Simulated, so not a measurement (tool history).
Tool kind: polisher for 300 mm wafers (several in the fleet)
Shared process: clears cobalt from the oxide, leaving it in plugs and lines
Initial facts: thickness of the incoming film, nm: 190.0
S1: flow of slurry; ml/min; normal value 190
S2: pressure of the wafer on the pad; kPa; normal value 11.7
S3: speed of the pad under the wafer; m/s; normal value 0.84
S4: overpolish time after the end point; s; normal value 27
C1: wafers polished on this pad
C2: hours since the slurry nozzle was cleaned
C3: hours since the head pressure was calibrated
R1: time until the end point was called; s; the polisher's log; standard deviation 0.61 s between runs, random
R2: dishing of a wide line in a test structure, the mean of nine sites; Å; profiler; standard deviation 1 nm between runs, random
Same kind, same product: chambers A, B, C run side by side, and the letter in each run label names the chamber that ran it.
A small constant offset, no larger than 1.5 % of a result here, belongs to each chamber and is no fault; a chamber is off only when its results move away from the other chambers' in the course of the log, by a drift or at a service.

run   hour   S1    S2    S3  S4    C1     C2     C3      R1      R2
 1B   15.3  190  11.7  0.84  27  1297  371.3  256.5  59.173  479.99
 2C   28.3  190  11.7  0.84  27   440   96.8   60.8  60.350  470.78
      30.2  -- chamber B: worn pad replaced by a new one
 3A   42.2  190  11.7  0.84  27   879  183.3  502.9  59.741  492.73
 4C   54.8  190  11.7  0.84  27   720  123.3   87.3  58.949  486.24
      62.2  -- chamber A: worn pad replaced by a new one
 5B   64.3  190  11.7  0.84  27   360  420.3  305.5  58.235  480.36
      67.9  -- chamber C: worn pad replaced by a new one
      73.4  -- chamber A: head pressure recalibrated
 6A   76.4  190  11.7  0.84  27   150  217.5    3.0  58.135  492.94
 7C   90.8  190  11.7  0.84  27   242  159.3  123.3  58.594  478.05
 8A  101.0  190  11.7  0.84  27   410  242.1   27.6  59.554  487.07
 9B  114.7  190  11.7  0.84  27   892  470.7  355.9  56.976  475.09
10A  126.9  220  11.7  0.94  27   683  268.0   53.5  51.772  494.91
11B  138.2  220  11.7  0.94  27  1141  494.2  379.4  51.718  506.05
     145.3  -- chamber C: worn pad replaced by a new one
12C  151.1  220  11.7  0.94  27    61  219.6  183.6  51.581  504.73
     157.9  -- chamber B: worn pad replaced by a new one
13C  162.0  190  11.7  0.84  27   177  230.5  194.5  59.044  462.28
14A  172.1  190  11.7  0.84  27  1161  313.2   98.7  59.859  477.69
     178.9  -- chamber A: worn pad replaced by a new one
15B  183.6  190  11.7  0.84  27   271  539.6  424.8  58.888  461.05
     185.1  -- chamber B: slurry nozzle cleaned
16B  193.2  190  11.7  0.84  21   372    8.1  434.4  58.744  417.60
17C  203.9  190  11.7  0.84  21   619  272.4  236.4  59.648  418.47
18A  215.0  190  11.7  0.84  21   381  356.1  141.6  58.893  420.56
19B  224.8  190  11.7  0.84  27   706   39.7  466.0  59.334  476.50
20A  233.8  190  11.7  0.84  27   580  374.9  160.4  58.207  495.69
     238.3  -- chamber C: worn pad replaced by a new one
21C  243.1  170  11.7  0.84  39    51  311.6  275.6  60.325  545.23
22A  258.3  170  11.7  0.84  39   838  399.4  184.9  59.636  562.13
23B  266.8  170  11.7  0.84  39  1150   81.7  508.0  59.065  548.16
24C  275.0  190  11.7  0.84  27   388  343.5  307.5  59.349  479.77
25C  287.6  190  11.7  0.84  27   521  356.1  320.1  59.305  469.57
     289.1  -- chamber B: worn pad replaced by a new one
26A  295.9  245  11.7  0.84  27  1235  437.0  222.5  56.312  470.35
     303.5  -- chamber A: worn pad replaced by a new one
27B  308.3  245  11.7  0.84  27   203  123.2  549.5  56.611  493.13
28A  323.7  245  11.7  0.84  27   214  464.8  250.3  57.147  492.93
     334.8  -- chamber C: worn pad replaced by a new one
29C  339.7  190   8.3  0.84  27    52  408.2  372.2  82.974  400.22
30B  346.6  190   8.3  0.84  27   607  161.5  587.8  84.849  392.88
31A  357.4  190   8.3  0.84  27   570  498.5  284.0  83.764  408.93
32B  365.2  190  11.7  0.84  27   803  180.1  606.4  57.962  461.72
33C  375.0  190  11.7  0.84  27   425  443.5  407.5  59.669  473.27
     381.3  -- chamber C: slurry nozzle cleaned
34A  382.9  190  11.7  0.84  27   839  524.0  309.5  59.011  475.69
35B  392.1  190  11.7  0.84  27  1088  207.0  633.3  59.699  470.06
     397.8  -- chamber A: worn pad replaced by a new one
36C  404.1  190  11.7  0.84  27   732   22.8  436.6  58.857  470.65
37C  414.7  190  11.7  0.84  27   844   33.4  447.2  59.059  478.59
38A  427.5  190  11.7  0.84  27   314  568.6  354.1  58.920  487.48
     432.1  -- chamber B: worn pad replaced by a new one
39B  437.6  190  11.7  0.84  27    58  252.5  678.8  58.192  458.99
40A  452.2  190  11.7  0.84  27   575  593.3  378.8  59.538  493.58

All chambers now run identical settings, listed one chamber a line with results as question marks. What results will each chamber show?
41A  463.7  190  8.3  0.84  27               ?   ?
41B  463.7  190  8.3  0.84  27               ?   ?
41C  463.7  190  8.3  0.84  27               ?   ?

run      R1      R2
41A  84.422  411.10
41B  82.231  389.61
41C  83.158  397.69
